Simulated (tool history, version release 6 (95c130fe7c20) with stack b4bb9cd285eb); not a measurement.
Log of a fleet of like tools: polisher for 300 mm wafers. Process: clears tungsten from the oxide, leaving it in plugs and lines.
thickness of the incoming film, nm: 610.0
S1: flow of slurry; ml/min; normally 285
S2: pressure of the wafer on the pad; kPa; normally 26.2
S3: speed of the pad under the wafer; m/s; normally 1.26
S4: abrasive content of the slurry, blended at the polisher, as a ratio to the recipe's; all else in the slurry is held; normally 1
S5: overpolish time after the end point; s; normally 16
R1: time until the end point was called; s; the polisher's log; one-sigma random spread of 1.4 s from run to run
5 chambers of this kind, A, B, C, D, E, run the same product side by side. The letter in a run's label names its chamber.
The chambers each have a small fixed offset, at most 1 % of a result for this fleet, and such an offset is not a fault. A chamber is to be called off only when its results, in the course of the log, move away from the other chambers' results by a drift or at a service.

| run | hour | S1 | S2 | S3 | S4 | S5 | R1 |
|---|---|---|---|---|---|---|---|
| 1A | 3.6 | 285 | 26.2 | 1.26 | 1 | 16 | 88.154 |
|  | 4.6 | chamber C: slurry tank refilled with fresh slurry and peroxide |
| 2D | 5.8 | 285 | 26.2 | 1.26 | 1 | 16 | 84.943 |
| 3C | 9.4 | 285 | 26.2 | 1.26 | 1 | 16 | 84.922 |
| 4B | 12.3 | 285 | 26.2 | 1.26 | 1 | 16 | 83.612 |
|  | 15.3 | chamber B: worn pad replaced by a new one |
| 5E | 16.3 | 285 | 26.2 | 1.26 | 1 | 16 | 83.425 |
| 6D | 20.9 | 285 | 26.2 | 1.26 | 1 | 16 | 84.513 |
| 7C | 23.6 | 285 | 26.2 | 1.26 | 1 | 16 | 84.628 |
| 8E | 27.5 | 285 | 18.6 | 1.26 | 1 | 20 | 118.330 |
| 9B | 30.0 | 285 | 18.6 | 1.26 | 1 | 20 | 119.370 |
| 10A | 33.4 | 285 | 18.6 | 1.26 | 1 | 20 | 119.150 |
| 11E | 35.8 | 285 | 18.6 | 1.26 | 1 | 20 | 120.100 |
|  | 38.1 | chamber A: head pressure recalibrated |
| 12A | 40.1 | 285 | 18.6 | 1.26 | 1 | 20 | 123.160 |
| 13B | 45.1 | 285 | 26.2 | 1.26 | 1 | 16 | 85.404 |
| 14D | 48.1 | 210 | 26.2 | 1.26 | 1 | 12 | 88.686 |
|  | 49.7 | chamber A: slurry blender recalibrated |
| 15C | 52.6 | 210 | 26.2 | 1.26 | 1 | 12 | 90.859 |
|  | 55.9 | chamber D: slurry tank refilled with fresh slurry and peroxide |
|  | 55.9 | chamber C: slurry tank refilled with fresh slurry and peroxide |
| 16D | 56.3 | 210 | 26.2 | 1.26 | 1 | 12 | 89.118 |
|  | 58.8 | chamber E: slurry blender recalibrated |
| 17A | 59.7 | 210 | 26.2 | 1.26 | 1 | 12 | 90.659 |
|  | 60.7 | chamber D: slurry blender recalibrated |
| 18B | 64.6 | 210 | 26.2 | 1.26 | 1 | 12 | 85.948 |
| 19E | 69.5 | 285 | 26.2 | 1.26 | 1 | 16 | 88.935 |
|  | 73.4 | chamber E: worn pad replaced by a new one |
| 20C | 73.6 | 285 | 26.2 | 1.26 | 1 | 24 | 84.755 |
| 21E | 78.2 | 285 | 26.2 | 1.26 | 1 | 24 | 89.506 |
| 22D | 82.6 | 285 | 26.2 | 1.26 | 1 | 24 | 87.944 |
| 23C | 86.3 | 285 | 26.2 | 1.26 | 1 | 24 | 86.688 |
| 24A | 90.4 | 285 | 26.2 | 1.26 | 1 | 24 | 87.160 |
|  | 90.5 | chamber A: worn pad replaced by a new one |
| 25B | 95.3 | 285 | 26.2 | 1.26 | 1 | 16 | 83.598 |
|  | 96.8 | chamber C: slurry nozzle cleaned |
| 26E | 99.0 | 285 | 26.2 | 1.26 | 1 | 16 | 94.646 |
| 27B | 103.7 | 285 | 26.2 | 1.26 | 1 | 16 | 84.980 |
|  | 105.8 | chamber D: worn pad replaced by a new one |
| 28C | 106.5 | 285 | 26.2 | 1.26 | 1 | 16 | 85.402 |
|  | 107.2 | chamber C: worn pad replaced by a new one |
| 29D | 108.7 | 285 | 26.2 | 1.26 | 1 | 16 | 86.519 |
|  | 109.1 | chamber C: slurry tank refilled with fresh slurry and peroxide |
| 30A | 111.5 | 285 | 26.2 | 1.26 | 1 | 16 | 85.161 |
| 31A | 113.9 | 285 | 26.2 | 1.26 | 1 | 16 | 83.356 |
| 32B | 118.0 | 285 | 26.2 | 1.26 | 1 | 16 | 86.460 |
| 33D | 120.4 | 285 | 26.2 | 1.26 | 1 | 16 | 87.270 |
| 34C | 124.1 | 285 | 26.2 | 1.26 | 1 | 16 | 85.354 |
| 35E | 129.1 | 285 | 26.2 | 1.26 | 1 | 16 | 96.875 |

Read the log: is a single chamber off, either drifting away or since a service, is the gauge that measures every chamber drifting, or is nothing wrong beyond small per-chamber offsets? Name any odd chamber and what most likely caused it.

One chamber, E, drifts off from the rest bit by bit.
Most likely cause: peroxide lost from the slurry, % = 34.5.

Chamber E could run next with any of the 4 candidate recipes listed below; each alters the usual settings, and their results appear as question marks. Which one brings its results back in line with what the other chambers deliver on the usual settings?
Maximum distance from the other chambers' mean on the usual settings for a result to count as in line: R1 5.000 s
| 36E-1 | 132.7 | 285 | 26.2 | 0.94 | 0.95 | 16 | ? |
| 36E-2 | 132.7 | 285 | 26.2 | 1.46 | 1.00 | 16 | ? |
| 36E-3 | 132.7 | 285 | 26.2 | 1.06 | 0.95 | 16 | ? |
| 36E-4 | 132.7 | 295 | 35.2 | 1.26 | 1.00 | 16 | ? |

Average result of the remaining chambers running the usual settings: R1 85.154 s
| run | R1 |
|---|---|
| 36E-1 | 135.060 |
| 36E-2 | 86.521 |
| 36E-3 | 120.040 |
| 36E-4 | 74.241 |
The answer is 36E-2, which returns the chamber to within the allowed miss of the others.
